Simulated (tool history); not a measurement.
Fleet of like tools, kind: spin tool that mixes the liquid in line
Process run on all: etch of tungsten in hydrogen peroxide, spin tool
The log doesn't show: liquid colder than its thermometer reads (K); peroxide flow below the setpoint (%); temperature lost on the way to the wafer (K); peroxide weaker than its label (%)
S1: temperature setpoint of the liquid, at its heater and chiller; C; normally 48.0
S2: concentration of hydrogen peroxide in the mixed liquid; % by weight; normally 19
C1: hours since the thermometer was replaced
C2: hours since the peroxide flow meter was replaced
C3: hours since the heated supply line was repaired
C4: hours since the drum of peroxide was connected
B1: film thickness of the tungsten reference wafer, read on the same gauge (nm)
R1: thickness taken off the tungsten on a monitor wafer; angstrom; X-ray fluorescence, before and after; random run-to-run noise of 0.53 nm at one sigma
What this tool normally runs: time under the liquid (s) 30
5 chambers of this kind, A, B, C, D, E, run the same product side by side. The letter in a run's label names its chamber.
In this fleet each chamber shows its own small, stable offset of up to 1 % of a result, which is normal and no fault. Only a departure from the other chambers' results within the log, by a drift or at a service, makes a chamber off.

run 1E hour=8.0 | S1=48.0 S2=19 time_under_the_liquid_(s)=30 | C1=248.2 C2=857.3 C3=1067.4 C4=213.3 | B1=90.044 | R1=714.41
run 2B hour=13.0 | S1=48.0 S2=19 time_under_the_liquid_(s)=30 | C1=1710.5 C2=695.6 C3=473.0 C4=710.2 | B1=90.055 | R1=717.10
run 3D hour=22.1 | S1=48.0 S2=19 time_under_the_liquid_(s)=30 | C1=1212.0 C2=1779.8 C3=1070.4 C4=33.1 | B1=90.013 | R1=716.93
run 4C hour=30.7 | S1=48.0 S2=19 time_under_the_liquid_(s)=30 | C1=512.9 C2=414.2 C3=749.1 C4=198.5 | B1=90.008 | R1=727.05
run 5A hour=42.0 | S1=43.5 S2=19 time_under_the_liquid_(s)=30 | C1=923.8 C2=1132.1 C3=630.2 C4=793.7 | B1=90.011 | R1=549.97
run 6E hour=50.5 | S1=43.5 S2=19 time_under_the_liquid_(s)=30 | C1=290.7 C2=899.8 C3=1109.9 C4=255.8 | B1=89.966 | R1=541.69
run 7C hour=55.6 | S1=43.5 S2=19 time_under_the_liquid_(s)=30 | C1=537.8 C2=439.1 C3=774.0 C4=223.4 | B1=89.994 | R1=545.15
run 8B hour=66.4 | S1=43.5 S2=19 time_under_the_liquid_(s)=30 | C1=1763.9 C2=749.0 C3=526.4 C4=763.6 | B1=90.016 | R1=542.67
run 9A hour=75.3 | S1=43.5 S2=19 time_under_the_liquid_(s)=30 | C1=957.1 C2=1165.4 C3=663.5 C4=827.0 | B1=89.984 | R1=541.71
run 10D hour=84.1 | S1=44.5 S2=19 time_under_the_liquid_(s)=30 | C1=1274.0 C2=1841.8 C3=1132.4 C4=95.1 | B1=90.031 | R1=577.88
-- hour=88.4 chamber C: thermometer replaced
run 11C hour=91.8 | S1=44.5 S2=19 time_under_the_liquid_(s)=30 | C1=3.4 C2=475.3 C3=810.2 C4=259.6 | B1=89.980 | R1=576.48
run 12A hour=98.0 | S1=44.5 S2=19 time_under_the_liquid_(s)=30 | C1=979.8 C2=1188.1 C3=686.2 C4=849.7 | B1=90.013 | R1=582.78
run 13B hour=109.2 | S1=44.5 S2=19 time_under_the_liquid_(s)=30 | C1=1806.7 C2=791.8 C3=569.2 C4=806.4 | B1=90.002 | R1=593.34
run 14D hour=114.6 | S1=44.5 S2=19 time_under_the_liquid_(s)=30 | C1=1304.5 C2=1872.3 C3=1162.9 C4=125.6 | B1=89.995 | R1=586.44
run 15E hour=122.0 | S1=48.0 S2=19 time_under_the_liquid_(s)=30 | C1=362.2 C2=971.3 C3=1181.4 C4=327.3 | B1=89.984 | R1=722.08
-- hour=125.5 chamber E: new drum of peroxide connected
run 16A hour=127.5 | S1=48.0 S2=19 time_under_the_liquid_(s)=30 | C1=1009.3 C2=1217.6 C3=715.7 C4=879.2 | B1=90.005 | R1=719.36
run 17B hour=138.8 | S1=51.5 S2=19 time_under_the_liquid_(s)=15 | C1=1836.3 C2=821.4 C3=598.8 C4=836.0 | B1=89.999 | R1=449.10
-- hour=141.5 chamber C: peroxide flow meter replaced
run 18D hour=146.6 | S1=51.5 S2=19 time_under_the_liquid_(s)=15 | C1=1336.5 C2=1904.3 C3=1194.9 C4=157.6 | B1=90.016 | R1=446.41
run 19E hour=157.3 | S1=51.5 S2=19 time_under_the_liquid_(s)=15 | C1=397.5 C2=1006.6 C3=1216.7 C4=31.8 | B1=89.998 | R1=444.17
run 20C hour=166.8 | S1=51.5 S2=19 time_under_the_liquid_(s)=15 | C1=78.4 C2=25.4 C3=885.2 C4=334.6 | B1=90.008 | R1=434.39
run 21B hour=174.0 | S1=51.5 S2=19 time_under_the_liquid_(s)=15 | C1=1871.5 C2=856.6 C3=634.0 C4=871.2 | B1=90.016 | R1=455.26
run 22E hour=179.1 | S1=48.0 S2=19 time_under_the_liquid_(s)=30 | C1=419.3 C2=1028.4 C3=1238.5 C4=53.6 | B1=90.048 | R1=723.21
run 23A hour=188.8 | S1=48.0 S2=19 time_under_the_liquid_(s)=30 | C1=1070.6 C2=1278.9 C3=777.0 C4=940.5 | B1=90.017 | R1=713.28
run 24C hour=195.4 | S1=44.0 S2=16 time_under_the_liquid_(s)=30 | C1=107.0 C2=54.0 C3=913.8 C4=363.2 | B1=90.010 | R1=494.59
run 25D hour=200.5 | S1=44.0 S2=16 time_under_the_liquid_(s)=30 | C1=1390.4 C2=1958.2 C3=1248.8 C4=211.5 | B1=90.027 | R1=519.41
run 26B hour=205.6 | S1=44.0 S2=16 time_under_the_liquid_(s)=30 | C1=1903.1 C2=888.2 C3=665.6 C4=902.8 | B1=90.003 | R1=517.67
run 27A hour=216.9 | S1=44.0 S2=16 time_under_the_liquid_(s)=30 | C1=1098.7 C2=1307.0 C3=805.1 C4=968.6 | B1=89.980 | R1=516.39
-- hour=221.9 chamber E: peroxide flow meter replaced
run 28E hour=223.1 | S1=44.0 S2=16 time_under_the_liquid_(s)=30 | C1=463.3 C2=1.2 C3=1282.5 C4=97.6 | B1=89.998 | R1=516.92
-- hour=227.0 chamber B: peroxide flow meter replaced
run 29D hour=230.4 | S1=48.0 S2=19 time_under_the_liquid_(s)=30 | C1=1420.3 C2=1988.1 C3=1278.7 C4=241.4 | B1=89.985 | R1=725.74
run 30C hour=241.5 | S1=48.0 S2=19 time_under_the_liquid_(s)=30 | C1=153.1 C2=100.1 C3=959.9 C4=409.3 | B1=89.981 | R1=694.30
run 31C hour=247.3 | S1=48.0 S2=19 time_under_the_liquid_(s)=30 | C1=158.9 C2=105.9 C3=965.7 C4=415.1 | B1=90.005 | R1=689.40
run 32A hour=257.9 | S1=48.0 S2=19 time_under_the_liquid_(s)=30 | C1=1139.7 C2=1348.0 C3=846.1 C4=1009.6 | B1=90.032 | R1=718.54
run 33E hour=265.8 | S1=48.0 S2=19 time_under_the_liquid_(s)=30 | C1=506.0 C2=43.9 C3=1325.2 C4=140.3 | B1=90.020 | R1=718.61
run 34D hour=272.0 | S1=48.0 S2=22 time_under_the_liquid_(s)=30 | C1=1461.9 C2=2029.7 C3=1320.3 C4=283.0 | B1=89.985 | R1=769.26
run 35B hour=277.1 | S1=48.0 S2=22 time_under_the_liquid_(s)=30 | C1=1974.6 C2=50.1 C3=737.1 C4=974.3 | B1=89.984 | R1=782.45
run 36C hour=285.9 | S1=48.0 S2=22 time_under_the_liquid_(s)=30 | C1=197.5 C2=144.5 C3=1004.3 C4=453.7 | B1=89.986 | R1=721.11
run 37E hour=291.8 | S1=48.0 S2=22 time_under_the_liquid_(s)=30 | C1=532.0 C2=69.9 C3=1351.2 C4=166.3 | B1=90.019 | R1=778.91

Read the log: is a single chamber off, either drifting away or since a service, is the gauge that measures every chamber drifting, or is nothing wrong beyond small per-chamber offsets? Name any odd chamber and what most likely caused it.

Chamber C drifts away from the others.
Most likely cause: temperature lost on the way to the wafer (K) = 1.19.

Chamber C could run next with any of the 4 candidate recipes listed below; each alters the usual settings, and their results appear as question marks. Which one brings its results back in line with what the other chambers deliver on the usual settings?
Allowed miss from the other chambers' usual-settings mean, per result, to count as in line: R1 18.00 angstrom
run 38C-1 hour=300.0 | S1=50.0 S2=19.5 time_under_the_liquid_(s)=30 | R1=?
run 38C-2 hour=300.0 | S1=48.0 S2=16.5 time_under_the_liquid_(s)=30 | R1=?
run 38C-3 hour=300.0 | S1=49.0 S2=19.0 time_under_the_liquid_(s)=30 | R1=?
run 38C-4 hour=300.0 | S1=48.0 S2=15.0 time_under_the_liquid_(s)=30 | R1=?

The other chambers' mean on the usual settings: R1 719.96 angstrom
run=38C-1 R1=768.95
run=38C-2 R1=625.50
run=38C-3 R1=713.91
run=38C-4 R1=596.06
Change 38C-3 lands the chamber within the allowed miss of the other chambers.
